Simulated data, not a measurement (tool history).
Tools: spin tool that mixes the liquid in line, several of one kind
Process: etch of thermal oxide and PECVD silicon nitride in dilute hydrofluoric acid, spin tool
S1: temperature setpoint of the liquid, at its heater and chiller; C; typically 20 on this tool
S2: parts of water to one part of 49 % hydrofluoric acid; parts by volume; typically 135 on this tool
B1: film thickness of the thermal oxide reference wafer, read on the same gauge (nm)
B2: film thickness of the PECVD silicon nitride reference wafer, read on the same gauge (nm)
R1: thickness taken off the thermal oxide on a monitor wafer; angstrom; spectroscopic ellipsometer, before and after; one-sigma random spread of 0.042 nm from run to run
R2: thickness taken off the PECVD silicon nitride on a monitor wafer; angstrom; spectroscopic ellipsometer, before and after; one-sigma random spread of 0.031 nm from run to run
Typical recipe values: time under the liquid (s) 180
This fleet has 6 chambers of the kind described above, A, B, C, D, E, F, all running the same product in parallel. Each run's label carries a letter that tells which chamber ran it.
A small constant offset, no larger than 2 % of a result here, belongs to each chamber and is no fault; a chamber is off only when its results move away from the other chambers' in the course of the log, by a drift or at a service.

run 1A hour=6.9 | S1=20 S2=135 time_under_the_liquid_(s)=180 | B1=90.001 B2=120.02 | R1=49.819 R2=23.143
run 2B hour=14.2 | S1=20 S2=135 time_under_the_liquid_(s)=180 | B1=89.990 B2=119.98 | R1=50.016 R2=23.076
run 3C hour=22.6 | S1=20 S2=135 time_under_the_liquid_(s)=180 | B1=90.009 B2=120.01 | R1=50.183 R2=23.225
run 4D hour=29.3 | S1=20 S2=135 time_under_the_liquid_(s)=180 | B1=89.988 B2=119.96 | R1=49.585 R2=23.427
run 5E hour=37.2 | S1=20 S2=135 time_under_the_liquid_(s)=180 | B1=89.991 B2=120.01 | R1=51.048 R2=24.073
run 6F hour=46.1 | S1=20 S2=135 time_under_the_liquid_(s)=180 | B1=89.985 B2=120.04 | R1=50.358 R2=23.645
run 7B hour=52.7 | S1=20 S2=135 time_under_the_liquid_(s)=180 | B1=89.995 B2=120.00 | R1=49.706 R2=23.643
run 8E hour=57.4 | S1=20 S2=135 time_under_the_liquid_(s)=180 | B1=90.003 B2=119.96 | R1=50.570 R2=24.141
run 9A hour=65.1 | S1=20 S2=135 time_under_the_liquid_(s)=180 | B1=89.996 B2=120.02 | R1=50.721 R2=23.805
run 10D hour=72.5 | S1=20 S2=135 time_under_the_liquid_(s)=180 | B1=89.993 B2=120.01 | R1=50.185 R2=23.901
run 11C hour=80.1 | S1=22 S2=135 time_under_the_liquid_(s)=260 | B1=89.993 B2=120.02 | R1=79.716 R2=39.208
run 12F hour=86.7 | S1=22 S2=135 time_under_the_liquid_(s)=260 | B1=90.010 B2=120.04 | R1=78.457 R2=38.706
-- hour=89.4 chamber B: thermometer replaced
run 13B hour=95.7 | S1=22 S2=135 time_under_the_liquid_(s)=260 | B1=89.997 B2=120.05 | R1=78.024 R2=38.828
run 14F hour=100.7 | S1=22 S2=135 time_under_the_liquid_(s)=260 | B1=89.997 B2=120.04 | R1=78.960 R2=38.675
run 15D hour=108.2 | S1=22 S2=135 time_under_the_liquid_(s)=260 | B1=90.002 B2=120.00 | R1=79.582 R2=39.589
run 16C hour=116.6 | S1=22 S2=135 time_under_the_liquid_(s)=260 | B1=89.998 B2=119.99 | R1=78.414 R2=38.752
-- hour=118.3 chamber C: thermometer replaced
run 17A hour=122.1 | S1=20 S2=135 time_under_the_liquid_(s)=180 | B1=90.004 B2=120.03 | R1=51.854 R2=24.560
run 18E hour=126.2 | S1=20 S2=135 time_under_the_liquid_(s)=180 | B1=90.005 B2=120.01 | R1=51.161 R2=23.926
run 19A hour=132.5 | S1=20 S2=135 time_under_the_liquid_(s)=180 | B1=89.997 B2=120.03 | R1=52.568 R2=24.479
run 20E hour=139.2 | S1=20 S2=135 time_under_the_liquid_(s)=180 | B1=89.994 B2=119.94 | R1=50.057 R2=24.173
run 21D hour=147.5 | S1=20 S2=135 time_under_the_liquid_(s)=180 | B1=90.016 B2=119.93 | R1=50.664 R2=23.779
run 22C hour=152.9 | S1=20 S2=135 time_under_the_liquid_(s)=180 | B1=90.002 B2=120.06 | R1=50.466 R2=23.176
run 23B hour=160.9 | S1=20 S2=135 time_under_the_liquid_(s)=180 | B1=90.004 B2=120.02 | R1=50.750 R2=24.087
run 24F hour=166.1 | S1=20 S2=135 time_under_the_liquid_(s)=180 | B1=90.016 B2=120.02 | R1=51.070 R2=23.267
run 25E hour=171.9 | S1=20 S2=135 time_under_the_liquid_(s)=180 | B1=89.994 B2=119.99 | R1=50.295 R2=24.008
run 26D hour=180.8 | S1=20 S2=135 time_under_the_liquid_(s)=180 | B1=89.996 B2=119.97 | R1=49.914 R2=23.642
run 27B hour=186.6 | S1=20 S2=135 time_under_the_liquid_(s)=180 | B1=90.016 B2=120.03 | R1=50.218 R2=23.528
run 28A hour=191.9 | S1=20 S2=135 time_under_the_liquid_(s)=180 | B1=89.987 B2=120.04 | R1=54.083 R2=25.224
run 29C hour=196.0 | S1=20 S2=135 time_under_the_liquid_(s)=180 | B1=89.998 B2=120.03 | R1=49.820 R2=22.983
run 30F hour=204.4 | S1=20 S2=135 time_under_the_liquid_(s)=180 | B1=90.000 B2=119.94 | R1=50.226 R2=23.222
run 31C hour=209.1 | S1=20 S2=135 time_under_the_liquid_(s)=180 | B1=90.004 B2=120.04 | R1=50.025 R2=23.425
run 32D hour=217.1 | S1=20 S2=135 time_under_the_liquid_(s)=180 | B1=90.001 B2=120.03 | R1=50.315 R2=23.612
run 33B hour=226.0 | S1=20 S2=135 time_under_the_liquid_(s)=180 | B1=89.994 B2=120.01 | R1=50.555 R2=23.593
run 34E hour=232.2 | S1=20 S2=135 time_under_the_liquid_(s)=180 | B1=89.983 B2=120.00 | R1=50.512 R2=23.988
run 35F hour=239.7 | S1=20 S2=135 time_under_the_liquid_(s)=180 | B1=89.996 B2=120.00 | R1=49.919 R2=23.367
run 36A hour=245.9 | S1=20 S2=135 time_under_the_liquid_(s)=180 | B1=89.986 B2=120.01 | R1=54.936 R2=25.429
run 37B hour=252.9 | S1=20 S2=135 time_under_the_liquid_(s)=180 | B1=89.994 B2=120.00 | R1=50.632 R2=23.403
run 38A hour=260.7 | S1=20 S2=135 time_under_the_liquid_(s)=180 | B1=90.009 B2=119.99 | R1=55.054 R2=26.395
run 39D hour=267.5 | S1=20 S2=135 time_under_the_liquid_(s)=180 | B1=89.984 B2=119.99 | R1=50.668 R2=23.385
run 40E hour=271.8 | S1=20 S2=135 time_under_the_liquid_(s)=180 | B1=89.979 B2=119.98 | R1=50.804 R2=24.389
run 41C hour=276.1 | S1=20 S2=135 time_under_the_liquid_(s)=180 | B1=90.017 B2=120.06 | R1=49.957 R2=23.566
run 42F hour=284.3 | S1=20 S2=135 time_under_the_liquid_(s)=180 | B1=90.007 B2=119.98 | R1=49.809 R2=23.304
run 43B hour=290.5 | S1=20 S2=135 time_under_the_liquid_(s)=180 | B1=90.011 B2=120.02 | R1=50.709 R2=23.016

Each of the 6 chambers runs these same settings next. Fill in every chamber's results:
run 44A hour=297.2 | S1=20 S2=135 time_under_the_liquid_(s)=275 | R1=? R2=?
run 44B hour=297.2 | S1=20 S2=135 time_under_the_liquid_(s)=275 | R1=? R2=?
run 44C hour=297.2 | S1=20 S2=135 time_under_the_liquid_(s)=275 | R1=? R2=?
run 44D hour=297.2 | S1=20 S2=135 time_under_the_liquid_(s)=275 | R1=? R2=?
run 44E hour=297.2 | S1=20 S2=135 time_under_the_liquid_(s)=275 | R1=? R2=?
run 44F hour=297.2 | S1=20 S2=135 time_under_the_liquid_(s)=275 | R1=? R2=?

run=44A R1=88.016 R2=40.290
run=44B R1=76.587 R2=36.043
run=44C R1=76.243 R2=34.797
run=44D R1=77.659 R2=36.323
run=44E R1=77.884 R2=37.095
run=44F R1=77.902 R2=35.639
